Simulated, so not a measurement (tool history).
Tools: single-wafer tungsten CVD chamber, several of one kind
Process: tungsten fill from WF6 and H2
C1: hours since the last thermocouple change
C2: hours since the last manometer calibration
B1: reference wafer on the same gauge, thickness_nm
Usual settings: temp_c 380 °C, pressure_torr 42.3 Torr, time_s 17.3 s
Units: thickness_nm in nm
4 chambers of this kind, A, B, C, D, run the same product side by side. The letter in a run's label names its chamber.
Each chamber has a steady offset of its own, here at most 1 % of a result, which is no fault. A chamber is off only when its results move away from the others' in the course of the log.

Run 1A, hour 11: usual settings; C1 1795.3; C2 743.3; B1 35.911. Result: thickness_nm 40.42 nm.
Run 2C, hour 26.7: usual settings; C1 925.4; C2 276.7; B1 35.934. Result: thickness_nm 39.809 nm.
Run 3B, hour 41.9: usual settings; C1 1172.8; C2 770.4; B1 35.905. Result: thickness_nm 39.827 nm.
Run 4D, hour 52.5: usual settings; C1 421.3; C2 292.6; B1 35.899. Result: thickness_nm 40.148 nm.
Run 5D, hour 67.9: usual settings; C1 436.7; C2 308; B1 35.927. Result: thickness_nm 40.155 nm.
Run 6A, hour 80.7: usual settings but temp_c 371 °C, pressure_torr 36.9 Torr; C1 1865; C2 813; B1 35.88. Result: thickness_nm 31.07 nm.
Run 7B, hour 94.8: usual settings but temp_c 371 °C, pressure_torr 36.9 Torr; C1 1225.7; C2 823.3; B1 35.911. Result: thickness_nm 30.997 nm.
Run 8C, hour 103.3: usual settings but temp_c 371 °C, pressure_torr 36.9 Torr; C1 1002; C2 353.3; B1 35.912. Result: thickness_nm 31.339 nm.
Run 9C, hour 111.4: usual settings but temp_c 371 °C, pressure_torr 36.9 Torr; C1 1010.1; C2 361.4; B1 35.884. Result: thickness_nm 31.134 nm.
Run 10B, hour 120.3: usual settings; C1 1251.2; C2 848.8; B1 35.914. Result: thickness_nm 39.945 nm.
Run 11A, hour 131.2: usual settings; C1 1915.5; C2 863.5; B1 35.902. Result: thickness_nm 40.271 nm.
Run 12D, hour 143.5: usual settings; C1 512.3; C2 383.6; B1 35.901. Result: thickness_nm 40.251 nm.
Run 13D, hour 156.7: usual settings but temp_c 385 °C; C1 525.5; C2 396.8; B1 35.901. Result: thickness_nm 44.391 nm.
Run 14C, hour 173: usual settings but temp_c 385 °C; C1 1071.7; C2 423; B1 35.937. Result: thickness_nm 44.161 nm.
Run 15A, hour 182.1: usual settings but temp_c 385 °C; C1 1966.4; C2 914.4; B1 35.914. Result: thickness_nm 44.656 nm.
At hour 182.5: chamber B: capacitance manometer re-zeroed and calibrated.
Run 16B, hour 189.9: usual settings but temp_c 385 °C; C1 1320.8; C2 7.5; B1 35.895. Result: thickness_nm 44.169 nm.
Run 17C, hour 202: usual settings; C1 1100.7; C2 452; B1 35.918. Result: thickness_nm 40.187 nm.
Run 18B, hour 212.2: usual settings but time_s 14.4 s; C1 1343.1; C2 29.8; B1 35.899. Result: thickness_nm 33.235 nm.
Run 19A, hour 223.1: usual settings but time_s 14.4 s; C1 2007.4; C2 955.4; B1 35.898. Result: thickness_nm 33.519 nm.
Run 20D, hour 232.7: usual settings but time_s 14.4 s; C1 601.5; C2 472.8; B1 35.917. Result: thickness_nm 33.558 nm.
Run 21D, hour 244.1: usual settings but time_s 14.4 s; C1 612.9; C2 484.2; B1 35.906. Result: thickness_nm 33.405 nm.
Run 22C, hour 254.5: usual settings but pressure_torr 32 Torr, time_s 18.5 s; C1 1153.2; C2 504.5; B1 35.897. Result: thickness_nm 37.672 nm.
Run 23A, hour 263.4: usual settings but pressure_torr 32 Torr, time_s 18.5 s; C1 2047.7; C2 995.7; B1 35.907. Result: thickness_nm 37.841 nm.
Run 24B, hour 273: usual settings but pressure_torr 32 Torr, time_s 18.5 s; C1 1403.9; C2 90.6; B1 35.9. Result: thickness_nm 37.399 nm.
Run 25C, hour 282.3: usual settings but pressure_torr 32 Torr, time_s 18.5 s; C1 1181; C2 532.3; B1 35.872. Result: thickness_nm 37.427 nm.
Run 26A, hour 294.2: usual settings; C1 2078.5; C2 1026.5; B1 35.906. Result: thickness_nm 40.429 nm.
Run 27B, hour 310: usual settings; C1 1440.9; C2 127.6; B1 35.892. Result: thickness_nm 39.804 nm.
Run 28D, hour 324.8: usual settings; C1 693.6; C2 564.9; B1 35.892. Result: thickness_nm 40.103 nm.
Run 29D, hour 332.3: usual settings; C1 701.1; C2 572.4; B1 35.897. Result: thickness_nm 40.089 nm.
Run 30B, hour 341.1: usual settings but temp_c 372 °C, time_s 19.9 s; C1 1472; C2 158.7; B1 35.921. Result: thickness_nm 38.659 nm.
Run 31C, hour 351.4: usual settings but temp_c 372 °C, time_s 19.9 s; C1 1250.1; C2 601.4; B1 35.914. Result: thickness_nm 39.064 nm.
Run 32A, hour 361.7: usual settings but temp_c 372 °C, time_s 19.9 s; C1 2146; C2 1094; B1 35.893. Result: thickness_nm 39.82 nm.
Run 33C, hour 374.3: usual settings but temp_c 372 °C, time_s 19.9 s; C1 1273; C2 624.3; B1 35.923. Result: thickness_nm 39.113 nm.
Run 34A, hour 387.2: usual settings; C1 2171.5; C2 1119.5; B1 35.871. Result: thickness_nm 40.809 nm.
Run 35D, hour 395.6: usual settings but pressure_torr 46.8 Torr; C1 764.4; C2 635.7; B1 35.914. Result: thickness_nm 41.99 nm.
Run 36B, hour 406.9: usual settings but pressure_torr 46.8 Torr; C1 1537.8; C2 224.5; B1 35.874. Result: thickness_nm 41.55 nm.
Run 37C, hour 420.9: usual settings but pressure_torr 46.8 Torr; C1 1319.6; C2 670.9; B1 35.895. Result: thickness_nm 41.842 nm.
Run 38A, hour 432.3: usual settings but pressure_torr 46.8 Torr; C1 2216.6; C2 1164.6; B1 35.908. Result: thickness_nm 42.796 nm.
Run 39B, hour 447.2: usual settings but temp_c 385 °C, time_s 18.8 s; C1 1578.1; C2 264.8; B1 35.915. Result: thickness_nm 47.963 nm.
Run 40D, hour 459: usual settings but temp_c 385 °C, time_s 18.8 s; C1 827.8; C2 699.1; B1 35.915. Result: thickness_nm 48.464 nm.
Run 41D, hour 466.8: usual settings but temp_c 385 °C, time_s 18.8 s; C1 835.6; C2 706.9; B1 35.905. Result: thickness_nm 48.303 nm.
Run 42A, hour 480.2: usual settings but temp_c 385 °C, time_s 18.8 s; C1 2264.5; C2 1212.5; B1 35.871. Result: thickness_nm 49.338 nm.
Run 43C, hour 489.2: usual settings; C1 1387.9; C2 739.2; B1 35.902. Result: thickness_nm 40.112 nm.

Is one chamber off against the others, does the gauge drift, or is nothing wrong? If a chamber is off, say which, and what the likeliest cause is.

Chamber A drifts away from the others.
Cause: true pressure above the setpoint (%) = 4.33.
The log may not tell that from: wafer temperature above the value expected at the setpoint (K).

Here are 4 candidates for chamber A's next run, each the usual settings with a change, their results left as question marks. Which one brings its results back in line with what the others give on the usual settings?
In line means no further than this from the other chambers' mean on the usual settings: thickness_nm 0.37 nm
Run 44A-1, hour 501.2: usual settings but pressure_torr 42.4 Torr, time_s 17.4 s. Result: thickness_nm ?.
Run 44A-2, hour 501.2: usual settings but pressure_torr 40.1 Torr. Result: thickness_nm ?.
Run 44A-3, hour 501.2: usual settings but pressure_torr 42.1 Torr, time_s 17.2 s. Result: thickness_nm ?.
Run 44A-4, hour 501.2: usual settings but pressure_torr 42.8 Torr, time_s 17.6 s. Result: thickness_nm ?.

The other chambers' mean on the usual settings: thickness_nm 40.013 nm
  run  thickness_nm
44A-1         41.32
44A-2        40.022
44A-3        40.709
44A-4        41.979
44A-2 brings the chamber back in line.

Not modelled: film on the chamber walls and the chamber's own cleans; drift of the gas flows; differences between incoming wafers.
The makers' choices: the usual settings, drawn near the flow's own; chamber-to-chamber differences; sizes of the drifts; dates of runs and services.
